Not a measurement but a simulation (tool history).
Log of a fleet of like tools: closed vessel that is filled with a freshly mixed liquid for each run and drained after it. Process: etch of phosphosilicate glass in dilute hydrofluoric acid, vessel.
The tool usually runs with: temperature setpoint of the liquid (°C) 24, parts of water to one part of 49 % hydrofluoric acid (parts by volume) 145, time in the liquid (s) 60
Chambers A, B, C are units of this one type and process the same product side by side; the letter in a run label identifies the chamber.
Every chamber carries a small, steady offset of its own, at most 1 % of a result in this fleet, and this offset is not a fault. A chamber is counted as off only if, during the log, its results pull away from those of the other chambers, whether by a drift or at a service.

| run | hour | temperature setpoint of the liquid (°C) | parts of water to one part of 49 % hydrofluoric acid (parts by volume) | time in the liquid (s) | hours since the thermometer was replaced | hours since the hydrofluoric acid flow meter was replaced | read-back film thickness of the phosphosilicate glass reference wafer, read on the same gauge (nm) | thickness taken off the phosphosilicate glass on a monitor wafer (Å) |
|---|---|---|---|---|---|---|---|---|
| 1B | 4.7 | 24 | 145 | 60 | 2787.8 | 282.7 | 69.98 | 792.56 |
| 2C | 15.1 | 24 | 145 | 60 | 504 | 117.6 | 70.007 | 779.75 |
| 3A | 20.5 | 24 | 145 | 60 | 1541.9 | 161.3 | 69.964 | 762.85 |
| 4B | 26.8 | 24 | 145 | 60 | 2809.9 | 304.8 | 70.008 | 788.2 |
| 5A | 32.4 | 24 | 145 | 60 | 1553.8 | 173.2 | 69.992 | 784.17 |
| 6C | 37.7 | 24 | 145 | 60 | 526.6 | 140.2 | 70.027 | 772.74 |
| 7B | 44 | 24 | 145 | 60 | 2827.1 | 322 | 70.011 | 789.15 |
| 8A | 50.8 | 24 | 145 | 60 | 1572.2 | 191.6 | 70.008 | 777.14 |
| 9C | 58.1 | 24 | 145 | 60 | 547 | 160.6 | 70.02 | 774.21 |
| 10B | 65.1 | 24 | 145 | 60 | 2848.2 | 343.1 | 69.99 | 772.7 |
| 11A | 70 | 24 | 145 | 60 | 1591.4 | 210.8 | 70.007 | 773.68 |
| 12C | 80.5 | 24 | 145 | 60 | 569.4 | 183 | 70.021 | 778.92 |
| 13B | 89.3 | 24 | 145 | 60 | 2872.4 | 367.3 | 70.008 | 784.77 |
| 14C | 96.2 | 24 | 145 | 60 | 585.1 | 198.7 | 70.004 | 779.38 |
| 15A | 106.4 | 24 | 145 | 60 | 1627.8 | 247.2 | 69.993 | 773.15 |
| 16A | 115.9 | 24 | 145 | 60 | 1637.3 | 256.7 | 70.004 | 788.59 |
| 17C | 121.1 | 24 | 145 | 60 | 610 | 223.6 | 70.024 | 810.35 |
| 18B | 127.9 | 24 | 145 | 60 | 2911 | 405.9 | 70.002 | 787.57 |
| 19B | 134.9 | 24 | 145 | 60 | 2918 | 412.9 | 70.003 | 804.73 |
| 20C | 141.4 | 24 | 165 | 60 | 630.3 | 243.9 | 69.99 | 717.97 |
| 21A | 150.5 | 24 | 165 | 60 | 1671.9 | 291.3 | 70.01 | 666.31 |
| 22A | 158.4 | 24 | 165 | 60 | 1679.8 | 299.2 | 70.006 | 666.15 |
| 23B | 164.8 | 24 | 145 | 60 | 2947.9 | 442.8 | 69.999 | 796.85 |
| 24C | 174.5 | 24 | 145 | 60 | 663.4 | 277 | 69.986 | 845.94 |
| 25B | 182.9 | 24 | 145 | 60 | 2966 | 460.9 | 70.003 | 793.33 |

Decide between three cases: one chamber stands off from its peers, the gauge reading all wafers drifts, or nothing is wrong past each chamber's small offset. Where a chamber is off, say which and what most likely put it there.

Chamber C drifts away from the others.
What lies behind it: hydrofluoric acid flow above the setpoint (%) = 8.73.
With only this log, it may be confused with: liquid hotter than its thermometer reads (K).

Which of the 4 candidates below, each the usual settings with something changed and its results left as question marks, puts chamber C back in line with what the other chambers give on the usual settings?
To be in line, a result may differ from the other chambers' mean on the usual settings by at most: thickness taken off the phosphosilicate glass on a monitor wafer (Å) 25
| 26C-1 | 190.5 | 24.5 | 130 | 60 |  |  |  | ? |
| 26C-2 | 190.5 | 24 | 145 | 55 |  |  |  | ? |
| 26C-3 | 190.5 | 24 | 165 | 60 |  |  |  | ? |
| 26C-4 | 190.5 | 26.5 | 145 | 60 |  |  |  | ? |

What the other chambers average on the usual settings: thickness taken off the phosphosilicate glass on a monitor wafer (Å) 787.44
| run | thickness taken off the phosphosilicate glass on a monitor wafer (Å) |
|---|---|
| 26C-1 | 990.82 |
| 26C-2 | 787.29 |
| 26C-3 | 740.44 |
| 26C-4 | 944.53 |
26C-2 puts the chamber back in line with the other chambers.
